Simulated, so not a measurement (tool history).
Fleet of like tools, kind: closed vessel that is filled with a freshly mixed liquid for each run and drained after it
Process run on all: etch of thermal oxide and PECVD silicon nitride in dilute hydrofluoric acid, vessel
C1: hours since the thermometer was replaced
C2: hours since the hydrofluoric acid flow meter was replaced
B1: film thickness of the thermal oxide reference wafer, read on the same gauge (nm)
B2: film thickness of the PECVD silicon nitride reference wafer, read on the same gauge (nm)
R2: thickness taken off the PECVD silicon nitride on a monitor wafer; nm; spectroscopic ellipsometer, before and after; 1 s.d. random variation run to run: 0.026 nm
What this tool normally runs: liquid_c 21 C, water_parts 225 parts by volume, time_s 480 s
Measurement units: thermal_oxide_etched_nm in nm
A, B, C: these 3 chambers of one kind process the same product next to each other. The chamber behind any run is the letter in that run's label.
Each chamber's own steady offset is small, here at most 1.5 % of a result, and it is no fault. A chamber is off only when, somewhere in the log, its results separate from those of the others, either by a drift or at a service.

{"run": "1A", "hour": 7.4, "liquid_c": 21, "water_parts": 225, "time_s": 480, "C1": 135.0, "C2": 673.7, "B1": 29.978, "B2": 50.014, "thermal_oxide_etched_nm": 7.6192, "R2": 3.0406}
{"run": "2C", "hour": 13.5, "liquid_c": 21, "water_parts": 225, "time_s": 480, "C1": 731.7, "C2": 510.8, "B1": 30.004, "B2": 50.028, "thermal_oxide_etched_nm": 7.6276, "R2": 2.9882}
{"run": "3B", "hour": 18.6, "liquid_c": 21, "water_parts": 225, "time_s": 480, "C1": 1882.3, "C2": 31.2, "B1": 29.992, "B2": 50.021, "thermal_oxide_etched_nm": 7.9452, "R2": 3.0137}
{"run": "4C", "hour": 28.3, "liquid_c": 21, "water_parts": 225, "time_s": 480, "C1": 746.5, "C2": 525.6, "B1": 30.009, "B2": 49.974, "thermal_oxide_etched_nm": 7.7313, "R2": 3.0516}
{"run": "5B", "hour": 35.5, "liquid_c": 21, "water_parts": 225, "time_s": 480, "C1": 1899.2, "C2": 48.1, "B1": 30.01, "B2": 49.965, "thermal_oxide_etched_nm": 7.9342, "R2": 3.0352}
{"run": "6A", "hour": 45.3, "liquid_c": 21, "water_parts": 225, "time_s": 480, "C1": 172.9, "C2": 711.6, "B1": 30.015, "B2": 50.005, "thermal_oxide_etched_nm": 7.6636, "R2": 3.0207}
{"run": "7A", "hour": 52.3, "liquid_c": 21, "water_parts": 225, "time_s": 480, "C1": 179.9, "C2": 718.6, "B1": 30.014, "B2": 49.963, "thermal_oxide_etched_nm": 7.6704, "R2": 3.0665}
{"run": "8C", "hour": 57.5, "liquid_c": 21, "water_parts": 225, "time_s": 480, "C1": 775.7, "C2": 554.8, "B1": 30.011, "B2": 50.007, "thermal_oxide_etched_nm": 7.6866, "R2": 3.0323}
{"run": "9B", "hour": 65.5, "liquid_c": 21, "water_parts": 225, "time_s": 480, "C1": 1929.2, "C2": 78.1, "B1": 29.998, "B2": 50.035, "thermal_oxide_etched_nm": 7.802, "R2": 3.0261}
{"run": "10C", "hour": 76.4, "liquid_c": 21, "water_parts": 225, "time_s": 480, "C1": 794.6, "C2": 573.7, "B1": 30.016, "B2": 49.983, "thermal_oxide_etched_nm": 7.7402, "R2": 3.0183}
{"run": "11A", "hour": 86.4, "liquid_c": 21, "water_parts": 225, "time_s": 480, "C1": 214.0, "C2": 752.7, "B1": 30.011, "B2": 50.046, "thermal_oxide_etched_nm": 7.6628, "R2": 3.0648}
{"run": "12B", "hour": 93.9, "liquid_c": 21, "water_parts": 270, "time_s": 480, "C1": 1957.6, "C2": 106.5, "B1": 29.979, "B2": 50.001, "thermal_oxide_etched_nm": 6.317, "R2": 2.5085}
{"run": "13B", "hour": 100.2, "liquid_c": 21, "water_parts": 270, "time_s": 480, "C1": 1963.9, "C2": 112.8, "B1": 29.999, "B2": 50.014, "thermal_oxide_etched_nm": 6.2344, "R2": 2.5401}
{"run": "14C", "hour": 111.3, "liquid_c": 21, "water_parts": 270, "time_s": 480, "C1": 829.5, "C2": 608.6, "B1": 29.998, "B2": 50.0, "thermal_oxide_etched_nm": 6.0933, "R2": 2.5085}
{"run": "15A", "hour": 121.8, "liquid_c": 21, "water_parts": 225, "time_s": 480, "C1": 249.4, "C2": 788.1, "B1": 29.994, "B2": 50.002, "thermal_oxide_etched_nm": 7.6992, "R2": 3.05}
{"run": "16A", "hour": 129.1, "liquid_c": 21, "water_parts": 225, "time_s": 480, "C1": 256.7, "C2": 795.4, "B1": 30.009, "B2": 50.014, "thermal_oxide_etched_nm": 7.6564, "R2": 3.0537}
{"run": "17C", "hour": 137.8, "liquid_c": 21, "water_parts": 225, "time_s": 480, "C1": 856.0, "C2": 635.1, "B1": 29.977, "B2": 49.991, "thermal_oxide_etched_nm": 7.723, "R2": 3.0631}
{"run": "18B", "hour": 145.2, "liquid_c": 21, "water_parts": 225, "time_s": 480, "C1": 2008.9, "C2": 157.8, "B1": 30.009, "B2": 50.025, "thermal_oxide_etched_nm": 7.7355, "R2": 3.0074}
{"run": "19A", "hour": 150.6, "liquid_c": 21, "water_parts": 225, "time_s": 480, "C1": 278.2, "C2": 816.9, "B1": 30.012, "B2": 49.98, "thermal_oxide_etched_nm": 7.6167, "R2": 3.0757}
{"run": "20C", "hour": 161.0, "liquid_c": 21, "water_parts": 225, "time_s": 480, "C1": 879.2, "C2": 658.3, "B1": 30.001, "B2": 50.048, "thermal_oxide_etched_nm": 7.7129, "R2": 3.0498}
{"run": "21B", "hour": 170.8, "liquid_c": 21, "water_parts": 225, "time_s": 480, "C1": 2034.5, "C2": 183.4, "B1": 30.008, "B2": 50.017, "thermal_oxide_etched_nm": 8.0646, "R2": 3.0501}
{"run": "22B", "hour": 179.6, "liquid_c": 21, "water_parts": 225, "time_s": 480, "C1": 2043.3, "C2": 192.2, "B1": 29.983, "B2": 50.003, "thermal_oxide_etched_nm": 7.9225, "R2": 3.0184}
{"run": "23C", "hour": 190.4, "liquid_c": 21, "water_parts": 225, "time_s": 480, "C1": 908.6, "C2": 687.7, "B1": 30.003, "B2": 50.002, "thermal_oxide_etched_nm": 7.9272, "R2": 3.0627}
{"run": "24A", "hour": 199.9, "liquid_c": 21, "water_parts": 225, "time_s": 480, "C1": 327.5, "C2": 866.2, "B1": 29.985, "B2": 49.975, "thermal_oxide_etched_nm": 7.6749, "R2": 3.0682}
{"run": "25C", "hour": 206.4, "liquid_c": 21, "water_parts": 225, "time_s": 480, "C1": 924.6, "C2": 703.7, "B1": 29.966, "B2": 49.995, "thermal_oxide_etched_nm": 7.894, "R2": 3.0989}
{"run": "26A", "hour": 215.7, "liquid_c": 25, "water_parts": 225, "time_s": 480, "C1": 343.3, "C2": 882.0, "B1": 30.034, "B2": 50.005, "thermal_oxide_etched_nm": 8.906, "R2": 3.8969}
{"run": "27B", "hour": 224.9, "liquid_c": 25, "water_parts": 225, "time_s": 480, "C1": 2088.6, "C2": 237.5, "B1": 30.004, "B2": 50.002, "thermal_oxide_etched_nm": 9.1659, "R2": 3.8956}
{"run": "28B", "hour": 231.9, "liquid_c": 25, "water_parts": 225, "time_s": 480, "C1": 2095.6, "C2": 244.5, "B1": 30.001, "B2": 50.002, "thermal_oxide_etched_nm": 8.9653, "R2": 3.9365}
{"run": "29C", "hour": 240.3, "liquid_c": 21, "water_parts": 165, "time_s": 215, "C1": 958.5, "C2": 737.6, "B1": 29.986, "B2": 49.989, "thermal_oxide_etched_nm": 5.2636, "R2": 1.8671}
{"run": "30A", "hour": 250.6, "liquid_c": 21, "water_parts": 165, "time_s": 215, "C1": 378.2, "C2": 916.9, "B1": 29.993, "B2": 49.988, "thermal_oxide_etched_nm": 5.0418, "R2": 1.8477}
{"run": "31B", "hour": 259.6, "liquid_c": 21, "water_parts": 165, "time_s": 215, "C1": 2123.3, "C2": 272.2, "B1": 30.007, "B2": 49.999, "thermal_oxide_etched_nm": 5.2495, "R2": 1.8427}
{"run": "32A", "hour": 266.7, "liquid_c": 21, "water_parts": 225, "time_s": 480, "C1": 394.3, "C2": 933.0, "B1": 30.005, "B2": 49.985, "thermal_oxide_etched_nm": 7.6219, "R2": 3.0369}
{"run": "33C", "hour": 277.6, "liquid_c": 21, "water_parts": 165, "time_s": 245, "C1": 995.8, "C2": 774.9, "B1": 30.003, "B2": 49.996, "thermal_oxide_etched_nm": 5.8905, "R2": 2.166}

Read the log: is a single chamber off, either drifting away or since a service, is the gauge that measures every chamber drifting, or is nothing wrong beyond small per-chamber offsets? Name any odd chamber and what most likely caused it.

Chamber C drifts away from the others.
What lies behind it: hydrofluoric acid flow above the setpoint (%) = 4.24.

Chamber C could run next with any of the 4 candidate recipes listed below; each alters the usual settings, and their results appear as question marks. Which one brings its results back in line with what the other chambers deliver on the usual settings?
A result is in line if it is within this distance of the other chambers' mean on the usual settings: thermal_oxide_etched_nm 0.2400 nm; R2 0.0930 nm
{"run": "34C-1", "hour": 285.8, "liquid_c": 21.5, "water_parts": 240, "time_s": 465, "thermal_oxide_etched_nm": "?", "R2": "?"}
{"run": "34C-2", "hour": 285.8, "liquid_c": 21.0, "water_parts": 230, "time_s": 475, "thermal_oxide_etched_nm": "?", "R2": "?"}
{"run": "34C-3", "hour": 285.8, "liquid_c": 21.0, "water_parts": 220, "time_s": 485, "thermal_oxide_etched_nm": "?", "R2": "?"}
{"run": "34C-4", "hour": 285.8, "liquid_c": 20.5, "water_parts": 210, "time_s": 495, "thermal_oxide_etched_nm": "?", "R2": "?"}

Other chambers, usual settings, mean: thermal_oxide_etched_nm 7.7882 nm; R2 3.0574 nm
run=34C-1 thermal_oxide_etched_nm=7.4448 R2=2.9595
run=34C-2 thermal_oxide_etched_nm=7.8651 R2=3.0538
run=34C-3 thermal_oxide_etched_nm=8.4760 R2=3.2563
run=34C-4 thermal_oxide_etched_nm=8.9803 R2=3.3686
34C-2 is the one that brings the chamber's results back in line with the other chambers.

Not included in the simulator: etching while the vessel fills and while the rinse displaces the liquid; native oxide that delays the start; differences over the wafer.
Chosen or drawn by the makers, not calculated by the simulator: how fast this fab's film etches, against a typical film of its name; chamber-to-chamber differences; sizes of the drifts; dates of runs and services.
